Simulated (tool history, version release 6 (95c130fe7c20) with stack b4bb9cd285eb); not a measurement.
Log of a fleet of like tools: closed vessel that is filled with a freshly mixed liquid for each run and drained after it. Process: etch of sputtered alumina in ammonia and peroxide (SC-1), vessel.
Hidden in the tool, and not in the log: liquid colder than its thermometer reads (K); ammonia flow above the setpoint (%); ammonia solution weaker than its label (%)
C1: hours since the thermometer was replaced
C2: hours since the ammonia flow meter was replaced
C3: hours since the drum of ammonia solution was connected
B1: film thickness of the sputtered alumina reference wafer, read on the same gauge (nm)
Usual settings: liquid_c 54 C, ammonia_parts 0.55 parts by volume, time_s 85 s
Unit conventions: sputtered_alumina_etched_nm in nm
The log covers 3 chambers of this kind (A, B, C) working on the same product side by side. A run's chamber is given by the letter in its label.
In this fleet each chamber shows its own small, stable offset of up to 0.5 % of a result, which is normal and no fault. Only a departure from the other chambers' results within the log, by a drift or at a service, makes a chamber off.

Run 1A, hour 6.4: usual settings; C1 2118.8; C2 892.3; C3 958.5; B1 79.999. Result: sputtered_alumina_etched_nm 6.6449 nm.
Run 2B, hour 17.7: usual settings; C1 789.5; C2 418.6; C3 240.9; B1 80.020. Result: sputtered_alumina_etched_nm 6.7403 nm.
Run 3C, hour 23.7: usual settings; C1 1071.7; C2 167.1; C3 65.5; B1 80.004. Result: sputtered_alumina_etched_nm 6.6550 nm.
Run 4B, hour 29.2: usual settings; C1 801.0; C2 430.1; C3 252.4; B1 80.023. Result: sputtered_alumina_etched_nm 6.6530 nm.
Run 5C, hour 39.0: usual settings; C1 1087.0; C2 182.4; C3 80.8; B1 80.055. Result: sputtered_alumina_etched_nm 6.6011 nm.
Run 6A, hour 47.8: usual settings but liquid_c 47 C; C1 2160.2; C2 933.7; C3 999.9; B1 80.017. Result: sputtered_alumina_etched_nm 4.5808 nm.
Run 7B, hour 54.1: usual settings but liquid_c 47 C; C1 825.9; C2 455.0; C3 277.3; B1 79.993. Result: sputtered_alumina_etched_nm 4.5443 nm.
Run 8A, hour 65.0: usual settings but liquid_c 47 C; C1 2177.4; C2 950.9; C3 1017.1; B1 79.976. Result: sputtered_alumina_etched_nm 4.5473 nm.
Run 9C, hour 69.8: usual settings; C1 1117.8; C2 213.2; C3 111.6; B1 79.982. Result: sputtered_alumina_etched_nm 6.7069 nm.
Run 10A, hour 75.3: usual settings but time_s 50 s; C1 2187.7; C2 961.2; C3 1027.4; B1 79.979. Result: sputtered_alumina_etched_nm 3.9213 nm.
Run 11C, hour 86.3: usual settings but time_s 50 s; C1 1134.3; C2 229.7; C3 128.1; B1 80.013. Result: sputtered_alumina_etched_nm 3.9582 nm.
Run 12B, hour 96.6: usual settings but time_s 50 s; C1 868.4; C2 497.5; C3 319.8; B1 80.004. Result: sputtered_alumina_etched_nm 3.9427 nm.
Run 13A, hour 104.6: usual settings; C1 2217.0; C2 990.5; C3 1056.7; B1 79.997. Result: sputtered_alumina_etched_nm 6.7219 nm.
Run 14B, hour 111.3: usual settings but time_s 120 s; C1 883.1; C2 512.2; C3 334.5; B1 80.001. Result: sputtered_alumina_etched_nm 9.3361 nm.
At hour 114.0: chamber A: new drum of ammonia solution connected.
Run 15C, hour 117.2: usual settings but time_s 120 s; C1 1165.2; C2 260.6; C3 159.0; B1 79.995. Result: sputtered_alumina_etched_nm 9.3307 nm.
Run 16B, hour 124.4: usual settings but time_s 120 s; C1 896.2; C2 525.3; C3 347.6; B1 80.059. Result: sputtered_alumina_etched_nm 9.3650 nm.
Run 17A, hour 129.3: usual settings; C1 2241.7; C2 1015.2; C3 15.4; B1 79.969. Result: sputtered_alumina_etched_nm 6.6416 nm.
Run 18C, hour 136.3: usual settings; C1 1184.3; C2 279.7; C3 178.1; B1 80.021. Result: sputtered_alumina_etched_nm 6.6591 nm.
Run 19A, hour 144.6: usual settings; C1 2257.0; C2 1030.5; C3 30.7; B1 79.982. Result: sputtered_alumina_etched_nm 6.6986 nm.
At hour 146.1: chamber C: new drum of ammonia solution connected.
Run 20B, hour 152.5: usual settings; C1 924.3; C2 553.4; C3 375.7; B1 80.006. Result: sputtered_alumina_etched_nm 6.6354 nm.
Run 21C, hour 160.9: usual settings; C1 1208.9; C2 304.3; C3 14.9; B1 80.022. Result: sputtered_alumina_etched_nm 6.6913 nm.
Run 22B, hour 169.7: usual settings; C1 941.5; C2 570.6; C3 392.9; B1 80.011. Result: sputtered_alumina_etched_nm 6.7714 nm.
Run 23C, hour 176.0: usual settings but liquid_c 49 C, time_s 35 s; C1 1224.0; C2 319.4; C3 30.0; B1 79.973. Result: sputtered_alumina_etched_nm 2.0777 nm.
Run 24A, hour 186.1: usual settings but liquid_c 49 C, time_s 35 s; C1 2298.5; C2 1072.0; C3 72.2; B1 80.062. Result: sputtered_alumina_etched_nm 2.0869 nm.
Run 25A, hour 192.8: usual settings but liquid_c 49 C, time_s 35 s; C1 2305.2; C2 1078.7; C3 78.9; B1 79.972. Result: sputtered_alumina_etched_nm 2.0772 nm.
Run 26C, hour 201.2: usual settings but liquid_c 45 C, ammonia_parts 0.40 parts by volume; C1 1249.2; C2 344.6; C3 55.2; B1 80.010. Result: sputtered_alumina_etched_nm 3.9303 nm.
Run 27B, hour 207.6: usual settings but liquid_c 45 C, ammonia_parts 0.40 parts by volume; C1 979.4; C2 608.5; C3 430.8; B1 79.976. Result: sputtered_alumina_etched_nm 3.9184 nm.
At hour 208.1: chamber C: thermometer replaced.
Run 28C, hour 217.4: usual settings but liquid_c 45 C, ammonia_parts 0.40 parts by volume; C1 9.3; C2 360.8; C3 71.4; B1 79.990. Result: sputtered_alumina_etched_nm 3.9847 nm.
Run 29A, hour 227.9: usual settings; C1 2340.3; C2 1113.8; C3 114.0; B1 80.023. Result: sputtered_alumina_etched_nm 6.7003 nm.
Run 30B, hour 237.6: usual settings; C1 1009.4; C2 638.5; C3 460.8; B1 79.983. Result: sputtered_alumina_etched_nm 6.7034 nm.
Run 31B, hour 248.1: usual settings; C1 1019.9; C2 649.0; C3 471.3; B1 79.977. Result: sputtered_alumina_etched_nm 6.6354 nm.
Run 32A, hour 253.5: usual settings but ammonia_parts 0.40 parts by volume, time_s 40 s; C1 2365.9; C2 1139.4; C3 139.6; B1 80.026. Result: sputtered_alumina_etched_nm 3.0556 nm.
Run 33C, hour 261.9: usual settings but ammonia_parts 0.40 parts by volume, time_s 40 s; C1 53.8; C2 405.3; C3 115.9; B1 79.988. Result: sputtered_alumina_etched_nm 3.0416 nm.
Run 34C, hour 272.6: usual settings but ammonia_parts 0.40 parts by volume, time_s 40 s; C1 64.5; C2 416.0; C3 126.6; B1 79.995. Result: sputtered_alumina_etched_nm 3.1001 nm.
Run 35A, hour 281.9: usual settings but ammonia_parts 0.40 parts by volume, time_s 105 s; C1 2394.3; C2 1167.8; C3 168.0; B1 79.996. Result: sputtered_alumina_etched_nm 8.0025 nm.
Run 36B, hour 291.6: usual settings but ammonia_parts 0.40 parts by volume, time_s 105 s; C1 1063.4; C2 692.5; C3 514.8; B1 80.003. Result: sputtered_alumina_etched_nm 7.9684 nm.
Run 37B, hour 302.8: usual settings but ammonia_parts 0.40 parts by volume, time_s 105 s; C1 1074.6; C2 703.7; C3 526.0; B1 79.960. Result: sputtered_alumina_etched_nm 7.9679 nm.
Run 38A, hour 308.8: usual settings; C1 2421.2; C2 1194.7; C3 194.9; B1 80.023. Result: sputtered_alumina_etched_nm 6.6975 nm.

Each of the 3 chambers runs these same settings next. Fill in every chamber's results:
Run 39A, hour 316.9: usual settings but time_s 130 s. Result: sputtered_alumina_etched_nm ?.
Run 39B, hour 316.9: usual settings but time_s 130 s. Result: sputtered_alumina_etched_nm ?.
Run 39C, hour 316.9: usual settings but time_s 130 s. Result: sputtered_alumina_etched_nm ?.

run  sputtered_alumina_etched_nm
39A                      10.3350
39B                      10.2290
39C                      10.1460

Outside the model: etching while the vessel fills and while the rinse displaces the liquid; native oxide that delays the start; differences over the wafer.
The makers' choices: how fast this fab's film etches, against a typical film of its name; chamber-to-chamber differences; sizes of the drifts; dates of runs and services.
